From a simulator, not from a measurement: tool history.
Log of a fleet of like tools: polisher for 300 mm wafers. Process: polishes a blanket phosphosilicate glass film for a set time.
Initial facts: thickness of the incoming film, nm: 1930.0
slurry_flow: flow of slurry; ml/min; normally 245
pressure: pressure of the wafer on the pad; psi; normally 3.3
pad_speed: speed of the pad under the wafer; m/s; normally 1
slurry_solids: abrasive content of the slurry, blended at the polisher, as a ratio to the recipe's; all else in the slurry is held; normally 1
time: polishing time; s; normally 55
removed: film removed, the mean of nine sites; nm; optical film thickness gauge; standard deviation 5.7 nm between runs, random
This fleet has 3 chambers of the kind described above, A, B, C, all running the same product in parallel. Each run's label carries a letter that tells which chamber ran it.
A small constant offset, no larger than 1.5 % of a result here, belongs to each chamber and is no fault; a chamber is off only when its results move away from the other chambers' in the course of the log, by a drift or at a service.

run   hour  slurry_flow  pressure  pad_speed  slurry_solids  time  removed
 1C    4.6          245       3.3          1              1    55   423.57
 2A    9.7          245       3.3          1              1    55    427.8
 3B   15.3          245       3.3          1              1    55   415.12
      19.4  -- chamber C: worn pad replaced by a new one
 4C   20.1          245       3.3          1              1    55   423.21
 5A   23.8          245       3.3          1              1    55   416.94
      24.2  -- chamber B: worn pad replaced by a new one
 6B   27.6          245       3.3          1              1    55   421.68
      31.3  -- chamber C: slurry blender recalibrated
 7C   32.3          245       3.3          1              1    55   429.11
 8A   37.7          245       3.3          1              1    55   421.19
 9B   43.4          245       3.3          1              1    55    434.3
      44.6  -- chamber B: slurry nozzle cleaned
10C   49.7          245       3.3          1              1    55   422.88
11B     56          245       3.3          1              1    55   411.11
      56.7  -- chamber A: worn pad replaced by a new one
12A   59.5          245       3.3          1              1    55   427.13
13A   62.9          245       3.3          1              1    55    434.3
14C   67.5          245       3.3          1              1    55   424.65
15B   71.2          245       3.3          1              1    55   417.96
      73.7  -- chamber A: slurry blender recalibrated
16A   75.6          245       3.3          1              1    55   446.58
17B   79.2          245       3.3          1              1    55   418.78
      84.9  -- chamber B: slurry blender recalibrated
18C   85.5          245       3.3          1              1    55   430.88
        87  -- chamber C: conditioning disc replaced and pad reconditioned
19C   90.9          245       3.3          1              1    55   428.83
20A   96.6          190       3.3       1.18              1    55   498.94
      97.3  -- chamber B: worn pad replaced by a new one
21B    103          190       3.3       1.18              1    55   473.92
     106.6  -- chamber C: worn pad replaced by a new one
22B  109.6          190       3.3       1.18              1    55   466.24
23A    115          245       3.3          1              1    55   434.07
24C  118.7          245       3.3          1              1    55   430.49
25A  124.4          245       3.3          1              1    55   433.99
26B  130.6          245       3.3          1              1    55    419.2
27C  135.6          245       3.3          1              1    55    427.5
       136  -- chamber A: worn pad replaced by a new one
28C  140.8          245       3.3          1              1    55   429.93
     142.7  -- chamber C: slurry blender recalibrated
29A  145.1          245       3.3          1              1    55   457.23
     148.9  -- chamber B: head pressure recalibrated
30B  150.8          245       3.3          1              1    55   421.28
31A  155.5          245       3.3          1              1    55   446.99
32C  161.9          245       3.3          1              1    55    428.4
33B  167.6          290       2.6          1              1    55   335.53
     171.3  -- chamber B: worn pad replaced by a new one
34C  173.7          290       2.6          1              1    55   341.21
35A  178.3          290       2.6          1              1    55   361.19
36B  183.3          245       3.3          1              1    55   429.93
     187.3  -- chamber C: worn pad replaced by a new one
37A  189.9          245       3.3          1              1    55   478.42
     195.3  -- chamber B: conditioning disc replaced and pad reconditioned
38C  195.7          245       3.3          1              1    55   420.85
39B  202.1          245       2.6          1              1    55   332.11

Read the log: is a single chamber off, either drifting away or since a service, is the gauge that measures every chamber drifting, or is nothing wrong beyond small per-chamber offsets? Name any odd chamber and what most likely caused it.

It is chamber A that slowly wanders off from its peers.
What lies behind it: head's pressure above its setpoint, % = 11.

Here are 4 candidates for chamber A's next run, each the usual settings with a change, their results left as question marks. Which one brings its results back in line with what the others give on the usual settings?
To be in line, a result may differ from the other chambers' mean on the usual settings by at most: removed 20 nm
40A-1  207.4          245       3.5       1.04              1    55        ?
40A-2  207.4          245       3.6       1.06           1.05    59        ?
40A-3  207.4          245       2.7          1           0.95    55        ?
40A-4  207.4          245       3.3          1            0.8    55        ?

Mean of the other chambers on the usual settings: removed 423.06 nm
  run  removed
40A-1   517.64
40A-2   593.19
40A-3   376.15
40A-4   423.84
40A-4 brings the chamber back in line.

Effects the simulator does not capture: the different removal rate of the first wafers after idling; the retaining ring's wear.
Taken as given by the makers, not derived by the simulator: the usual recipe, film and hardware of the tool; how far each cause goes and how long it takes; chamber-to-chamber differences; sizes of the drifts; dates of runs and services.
